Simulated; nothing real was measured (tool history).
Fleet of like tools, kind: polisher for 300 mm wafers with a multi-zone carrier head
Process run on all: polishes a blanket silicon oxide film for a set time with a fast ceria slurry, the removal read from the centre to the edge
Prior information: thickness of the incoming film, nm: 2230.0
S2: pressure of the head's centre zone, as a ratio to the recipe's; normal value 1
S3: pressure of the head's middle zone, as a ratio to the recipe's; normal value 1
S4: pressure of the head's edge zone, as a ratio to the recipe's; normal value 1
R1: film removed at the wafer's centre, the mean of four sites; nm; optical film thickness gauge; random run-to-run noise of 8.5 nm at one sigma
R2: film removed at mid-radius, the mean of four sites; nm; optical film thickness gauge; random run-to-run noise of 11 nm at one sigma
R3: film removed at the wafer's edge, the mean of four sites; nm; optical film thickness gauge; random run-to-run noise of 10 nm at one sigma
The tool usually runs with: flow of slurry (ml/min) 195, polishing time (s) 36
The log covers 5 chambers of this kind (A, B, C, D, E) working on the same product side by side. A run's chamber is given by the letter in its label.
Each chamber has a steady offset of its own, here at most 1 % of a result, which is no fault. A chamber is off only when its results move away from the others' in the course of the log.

At day 0.438: chamber D: worn pad replaced by a new one.
Run 1E, day 0.612: usual settings. Result: R1 849.46 nm, R2 868.67 nm, R3 874.72 nm.
At day 1: chamber C: worn pad replaced by a new one.
Run 2B, day 1.117: usual settings. Result: R1 859.33 nm, R2 861.83 nm, R3 860.95 nm.
At day 1.254: chamber B: slurry nozzle cleaned.
Run 3D, day 1.446: usual settings. Result: R1 856.15 nm, R2 875.21 nm, R3 837.43 nm.
Run 4C, day 1.821: usual settings. Result: R1 843.07 nm, R2 864.77 nm, R3 865.81 nm.
At day 1.925: chamber E: worn pad replaced by a new one.
Run 5A, day 2.238: usual settings. Result: R1 850.1 nm, R2 865.41 nm, R3 876.81 nm.
At day 2.433: chamber E: centre zone pressure recalibrated.
Run 6E, day 2.75: usual settings but S3 1.04, S4 0.91. Result: R1 853.76 nm, R2 885.26 nm, R3 804.61 nm.
Run 7C, day 3.054: usual settings but S3 1.04, S4 0.91. Result: R1 857.45 nm, R2 919.64 nm, R3 830.2 nm.
At day 3.608: chamber A: worn pad replaced by a new one.
Run 8B, day 3.617: usual settings but S3 1.04, S4 0.91. Result: R1 867.91 nm, R2 914.64 nm, R3 828.19 nm.
At day 3.767: chamber B: worn pad replaced by a new one.
Run 9A, day 4.246: usual settings but S3 1.04, S4 0.91. Result: R1 852.42 nm, R2 887.41 nm, R3 809.19 nm.
At day 4.558: chamber D: worn pad replaced by a new one.
Run 10D, day 4.558: usual settings but S3 1.04, S4 0.91. Result: R1 847.08 nm, R2 907.42 nm, R3 802.83 nm.
Run 11B, day 5.05: usual settings. Result: R1 851.54 nm, R2 837.67 nm, R3 858.32 nm.
At day 5.267: chamber C: worn pad replaced by a new one.
Run 12E, day 5.358: usual settings. Result: R1 853.96 nm, R2 867.41 nm, R3 861.31 nm.
At day 5.604: chamber E: worn pad replaced by a new one.
Run 13D, day 5.9: usual settings. Result: R1 851.54 nm, R2 840.7 nm, R3 844.66 nm.
At day 6.258: chamber E: edge zone pressure recalibrated.
Run 14A, day 6.467: usual settings. Result: R1 824.12 nm, R2 839.95 nm, R3 849.37 nm.
Run 15C, day 6.779: usual settings. Result: R1 854.28 nm, R2 867.26 nm, R3 863.32 nm.
Run 16B, day 7.242: usual settings. Result: R1 875.15 nm, R2 847.7 nm, R3 857.17 nm.
At day 7.521: chamber A: worn pad replaced by a new one.
At day 7.729: chamber B: worn pad replaced by a new one.
At day 7.838: chamber E: slurry nozzle cleaned.
Run 17E, day 7.862: usual settings. Result: R1 863.09 nm, R2 868.33 nm, R3 863.29 nm.
At day 7.967: chamber D: worn pad replaced by a new one.
At day 7.975: chamber C: slurry nozzle cleaned.
Run 18A, day 8.138: usual settings. Result: R1 833.36 nm, R2 853.92 nm, R3 844.25 nm.
Run 19C, day 8.6: usual settings. Result: R1 871.02 nm, R2 879.19 nm, R3 868.75 nm.
At day 8.996: chamber C: worn pad replaced by a new one.
Run 20D, day 9.188: usual settings but S3 1.05, polishing time (s) 28. Result: R1 668.38 nm, R2 702.59 nm, R3 670.57 nm.
Run 21A, day 9.467: usual settings but S3 1.05, polishing time (s) 28. Result: R1 635.71 nm, R2 673.34 nm, R3 661.8 nm.
At day 9.621: chamber E: worn pad replaced by a new one.
Run 22E, day 9.896: usual settings but S3 1.05, polishing time (s) 28. Result: R1 681.24 nm, R2 706.9 nm, R3 672.67 nm.
Run 23C, day 10.233: usual settings but S3 1.05, polishing time (s) 28. Result: R1 667.85 nm, R2 712 nm, R3 659.54 nm.
At day 10.608: chamber C: centre zone pressure recalibrated.
Run 24B, day 10.842: usual settings but S3 1.05, polishing time (s) 28. Result: R1 663.13 nm, R2 692.47 nm, R3 666.22 nm.
At day 11.042: chamber A: worn pad replaced by a new one.
At day 11.183: chamber B: worn pad replaced by a new one.
Run 25D, day 11.442: usual settings. Result: R1 856.42 nm, R2 847.63 nm, R3 861.25 nm.
At day 11.717: chamber D: worn pad replaced by a new one.
Run 26C, day 11.883: usual settings. Result: R1 851.37 nm, R2 897.16 nm, R3 878.64 nm.
At day 11.996: chamber A: edge zone pressure recalibrated.
Run 27B, day 12.421: usual settings. Result: R1 852.55 nm, R2 863.79 nm, R3 859.25 nm.
Run 28E, day 12.808: usual settings. Result: R1 857.53 nm, R2 857.62 nm, R3 870.27 nm.
At day 13.05: chamber C: worn pad replaced by a new one.
Run 29D, day 13.417: usual settings. Result: R1 835.13 nm, R2 862.19 nm, R3 855.52 nm.
Run 30A, day 13.779: usual settings. Result: R1 804.83 nm, R2 828.89 nm, R3 831.78 nm.
At day 14.079: chamber E: worn pad replaced by a new one.
Run 31C, day 14.367: usual settings. Result: R1 858.43 nm, R2 870.61 nm, R3 865.2 nm.
At day 14.571: chamber B: worn pad replaced by a new one.
Run 32B, day 14.925: usual settings. Result: R1 856.19 nm, R2 862.08 nm, R3 872.14 nm.
At day 15.067: chamber D: worn pad replaced by a new one.
Run 33E, day 15.242: usual settings. Result: R1 864.56 nm, R2 849.58 nm, R3 862.4 nm.
At day 15.533: chamber A: worn pad replaced by a new one.
Run 34A, day 15.721: usual settings. Result: R1 802.08 nm, R2 810.04 nm, R3 853.07 nm.
Run 35D, day 16.079: usual settings. Result: R1 840.48 nm, R2 872.53 nm, R3 839.64 nm.
Run 36D, day 16.396: usual settings but S2 0.89, polishing time (s) 43. Result: R1 899.75 nm, R2 1026.1 nm, R3 1001.9 nm.
Run 37A, day 16.788: usual settings but S2 0.89, polishing time (s) 43. Result: R1 843.29 nm, R2 955.77 nm, R3 991.09 nm.
At day 16.988: chamber C: worn pad replaced by a new one.
Run 38C, day 17.367: usual settings but S2 0.89, polishing time (s) 43. Result: R1 900.43 nm, R2 1023.6 nm, R3 1026.6 nm.
At day 17.671: chamber E: worn pad replaced by a new one.
Run 39E, day 17.925: usual settings but S2 0.89, polishing time (s) 43. Result: R1 885.94 nm, R2 1032.9 nm, R3 1016.1 nm.
At day 18.479: chamber D: edge zone pressure recalibrated.
Run 40B, day 18.554: usual settings but S2 0.89, polishing time (s) 43. Result: R1 919.75 nm, R2 1032.4 nm, R3 1033.9 nm.
At day 18.9: chamber D: worn pad replaced by a new one.
Run 41A, day 19: usual settings. Result: R1 788.64 nm, R2 793.1 nm, R3 803.54 nm.
Run 42D, day 19.617: usual settings. Result: R1 850.42 nm, R2 858.83 nm, R3 848.39 nm.

Is one chamber out of step, is the gauge drifting, or do the chambers differ by no more than their own small offsets? For an off chamber, give its letter and the likeliest cause.

Chamber A drifts away from the others.
Cause: slurry flow missing at the pad, % = 37.5.

Here are 4 candidates for chamber A's next run, each the usual settings with a change, their results left as question marks. Which one brings its results back in line with what the others give on the usual settings?
In line means no further than this from the other chambers' mean on the usual settings: R1 30 nm; R2 39 nm; R3 36 nm
Run 43A-1, day 20.071: usual settings but flow of slurry (ml/min) 210, S2 1.03, S3 1.03, S4 0.97, polishing time (s) 40. Result: R1 ?, R2 ?, R3 ?.
Run 43A-2, day 20.071: usual settings but flow of slurry (ml/min) 180, S2 0.97, S3 0.97, S4 1.03, polishing time (s) 32. Result: R1 ?, R2 ?, R3 ?.
Run 43A-3, day 20.071: usual settings but flow of slurry (ml/min) 205, S2 1.02, S3 1.02, S4 0.98, polishing time (s) 38. Result: R1 ?, R2 ?, R3 ?.
Run 43A-4, day 20.071: usual settings but flow of slurry (ml/min) 185, S2 0.98, S3 0.98, S4 1.02, polishing time (s) 34. Result: R1 ?, R2 ?, R3 ?.

The mean the other chambers reach with the usual settings: R1 856.65 nm; R2 862.56 nm; R3 863.46 nm
  run      R1      R2      R3
43A-1  911.32  915.33  903.89
43A-2  653.98  667.83  727.44
43A-3  851.21  857.13  860.03
43A-4  708.46  721.29   772.6
The answer is 43A-3, which returns the chamber to within the allowed miss of the others.
